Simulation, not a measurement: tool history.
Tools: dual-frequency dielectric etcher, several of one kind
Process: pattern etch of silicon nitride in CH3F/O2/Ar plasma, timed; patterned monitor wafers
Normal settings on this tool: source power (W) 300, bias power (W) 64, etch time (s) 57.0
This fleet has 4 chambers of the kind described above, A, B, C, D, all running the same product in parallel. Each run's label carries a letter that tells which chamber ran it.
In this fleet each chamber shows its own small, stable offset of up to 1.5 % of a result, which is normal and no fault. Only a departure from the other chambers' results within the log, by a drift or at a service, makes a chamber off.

run   hour  source power (W)  bias power (W)  etch time (s)  hours since the last wet clean  hours since the last source power generator calibration  hours since the last bias power generator calibration  read-back reference wafer on the same gauge, depth_nm  mean etch depth across the wafer (angstrom)
 1A    6.2               300              64           57.0                            20.2                                                   1422.4                                                  313.4                                                 32.503                                       348.25
 2B   11.0               300              64           57.0                           198.8                                                   2719.3                                                 1331.1                                                 32.509                                       344.35
 3C   15.4               300              64           57.0                            25.2                                                   2076.8                                                 2304.0                                                 32.467                                       343.93
 4D   19.2               300              64           57.0                           276.8                                                    659.3                                                 2116.1                                                 32.492                                       340.50
 5D   24.4               300              64           57.0                           282.0                                                    664.5                                                 2121.3                                                 32.486                                       341.86
 6C   28.4               300              64           57.0                            38.2                                                   2089.8                                                 2317.0                                                 32.514                                       344.35
 7B   32.1               300              64           57.0                           219.9                                                   2740.4                                                 1352.2                                                 32.513                                       344.41
 8A   36.8               300              57           40.5                            50.8                                                   1453.0                                                  344.0                                                 32.498                                       237.64
 9A   41.4               300              57           40.5                            55.4                                                   1457.6                                                  348.6                                                 32.514                                       239.60
10D   47.5               300              57           40.5                           305.1                                                    687.6                                                 2144.4                                                 32.503                                       232.62
11C   51.5               300              57           40.5                            61.3                                                   2112.9                                                 2340.1                                                 32.506                                       235.52
12B   56.6               300              64           57.0                           244.4                                                   2764.9                                                 1376.7                                                 32.492                                       345.31
13A   61.4               300              64           57.0                            75.4                                                   1477.6                                                  368.6                                                 32.516                                       348.31
14B   67.3               300              64           57.0                           255.1                                                   2775.6                                                 1387.4                                                 32.484                                       348.12
15D   74.1               300              64           57.0                           331.7                                                    714.2                                                 2171.0                                                 32.488                                       341.32
16C   80.5               300              64           57.0                            90.3                                                   2141.9                                                 2369.1                                                 32.489                                       343.01
17D   83.9               300              64           57.0                           341.5                                                    724.0                                                 2180.8                                                 32.491                                       341.80
18C   89.1               300              64           57.0                            98.9                                                   2150.5                                                 2377.7                                                 32.502                                       343.74
19A   93.7               300              64           57.0                           107.7                                                   1509.9                                                  400.9                                                 32.507                                       349.70
      96.5  -- chamber D: wet clean of the chamber
20B   99.0               300              64           57.0                           286.8                                                   2807.3                                                 1419.1                                                 32.498                                       348.99
21A  102.5               300              64           57.0                           116.5                                                   1518.7                                                  409.7                                                 32.494                                       348.57
22D  106.1               300              64           57.0                             9.7                                                    746.2                                                 2203.0                                                 32.480                                       340.62
23C  112.4               300              64           57.0                           122.2                                                   2173.8                                                 2401.0                                                 32.476                                       343.71
24B  116.5               300              50           44.5                           304.3                                                   2824.8                                                 1436.6                                                 32.504                                       252.08
25D  123.3               300              50           44.5                            26.9                                                    763.4                                                 2220.2                                                 32.499                                       244.73
26A  128.8               300              50           44.5                           142.8                                                   1545.0                                                  436.0                                                 32.506                                       251.40
27C  134.4               300              50           44.5                           144.2                                                   2195.8                                                 2423.0                                                 32.496                                       245.86
28B  140.2               300              64           57.0                           328.0                                                   2848.5                                                 1460.3                                                 32.523                                       351.67
29D  146.3               300              64           57.0                            49.9                                                    786.4                                                 2243.2                                                 32.495                                       341.55
30B  150.1               300              64           57.0                           337.9                                                   2858.4                                                 1470.2                                                 32.497                                       354.69
31C  156.1               300              64           57.0                           165.9                                                   2217.5                                                 2444.7                                                 32.494                                       343.11
32A  159.6               300              64           57.0                           173.6                                                   1575.8                                                  466.8                                                 32.507                                       348.40
33C  163.1               300              64           57.0                           172.9                                                   2224.5                                                 2451.7                                                 32.520                                       343.93

Next, every chamber runs the same settings. What will each give?
34A  168.0               300              64           57.0                                                                                                                                                                                                                                                   ?
34B  168.0               300              64           57.0                                                                                                                                                                                                                                                   ?
34C  168.0               300              64           57.0                                                                                                                                                                                                                                                   ?
34D  168.0               300              64           57.0                                                                                                                                                                                                                                                   ?

run  mean etch depth across the wafer (angstrom)
34A                                       350.03
34B                                       356.53
34C                                       343.94
34D                                       342.74
